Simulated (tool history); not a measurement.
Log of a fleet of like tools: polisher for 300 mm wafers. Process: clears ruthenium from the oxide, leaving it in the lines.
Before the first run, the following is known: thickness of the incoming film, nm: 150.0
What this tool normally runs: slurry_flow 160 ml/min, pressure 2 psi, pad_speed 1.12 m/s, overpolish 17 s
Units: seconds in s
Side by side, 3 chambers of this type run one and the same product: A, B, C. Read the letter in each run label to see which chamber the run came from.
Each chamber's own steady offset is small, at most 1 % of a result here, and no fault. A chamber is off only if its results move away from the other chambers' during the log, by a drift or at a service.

run	hour	slurry_flow	pressure	pad_speed	overpolish	wafers polished on this pad	hours since the slurry nozzle was cleaned	hours since the head pressure was calibrated	seconds
1A	3.4	160	2	1.12	17	66	361.4	301.3	126.970
2C	9.2	160	2	1.12	17	504	306.9	85.5	133.330
3B	12.4	160	2	1.12	17	246	354.7	1060.4	126.870
4C	17.8	160	2	1.12	17	550	315.5	94.1	131.640
5A	20.5	180	2	1.44	17	156	378.5	318.4	99.455
6B	25.2	180	2	1.44	17	314	367.5	1073.2	102.620
7B	28.6	180	2	1.44	17	332	370.9	1076.6	98.530
# hour 32.5: chamber C: worn pad replaced by a new one
8C	33.5	160	2	1.12	17	5	331.2	109.8	129.480
9A	36.5	160	2	1.12	17	241	394.5	334.4	129.330
10C	42.0	210	2	1.12	17	50	339.7	118.3	124.660
11A	47.0	210	2	1.12	17	296	405.0	344.9	128.110
12B	50.0	210	2	1.12	17	445	392.3	1098.0	126.420
# hour 52.6: chamber A: slurry nozzle cleaned
13C	53.6	160	2	1.12	17	111	351.3	129.9	131.300
14A	59.1	160	2	1.12	17	360	6.6	357.0	132.340
15B	64.1	160	2	1.12	17	519	406.4	1112.1	130.500
16B	67.1	160	2	1.12	17	535	409.4	1115.1	128.340
17C	72.2	160	2	1.12	17	210	369.9	148.5	128.360
18A	75.2	160	2	1.12	17	445	22.7	373.1	127.660
19A	80.8	160	2	1.12	17	475	28.3	378.7	126.890
20C	86.5	160	2	1.12	17	285	384.2	162.8	132.480
21B	92.1	160	2	1.12	17	667	434.4	1140.1	129.880
22B	96.9	160	2	1.12	17	693	439.2	1144.9	128.520
# hour 99.8: chamber B: head pressure recalibrated
23A	101.8	160	2	1.12	17	586	49.3	399.7	129.670
24C	106.6	160	2	1.12	17	391	404.3	182.9	130.010
25A	111.3	160	2	1.12	17	636	58.8	409.2	134.990
26C	114.3	160	2	1.12	17	432	412.0	190.6	131.140
27B	118.9	160	2	1.12	17	809	461.2	19.2	148.790
28B	121.6	160	2	1.12	17	823	463.9	21.9	151.570
29C	124.8	160	2	1.12	17	488	422.5	201.1	130.250
# hour 128.8: chamber C: worn pad replaced by a new one
30A	130.0	160	2	1.12	17	735	77.5	427.9	130.770
# hour 132.8: chamber A: worn pad replaced by a new one
31B	133.5	160	2	1.12	17	886	475.8	33.8	149.640
32C	136.3	160	2	1.12	17	40	434.0	212.6	128.280
33A	142.1	160	2	1.12	17	49	89.6	440.0	127.840
34C	146.4	160	2	1.12	17	93	444.1	222.7	128.140
35B	150.0	160	2	1.12	17	973	492.3	50.3	143.940
36A	154.9	160	2	1.12	17	116	102.4	452.8	128.040
37B	160.2	160	2	1.12	17	1027	502.5	60.5	144.020
38A	164.5	110	2	1.12	17	167	112.0	462.4	137.940
39C	167.8	110	2	1.12	17	206	465.5	244.1	139.950
40B	170.8	110	2	1.12	17	1083	513.1	71.1	160.160
41A	174.3	160	2	1.12	17	219	121.8	472.2	126.060
42C	177.2	160	2	1.12	17	256	474.9	253.5	134.180

Next, every chamber runs the same settings. What will each give?
43A	181.4	160	2	1.12	24				?
43B	181.4	160	2	1.12	24				?
43C	181.4	160	2	1.12	24				?

run	seconds
43A	130.000
43B	146.850
43C	130.170
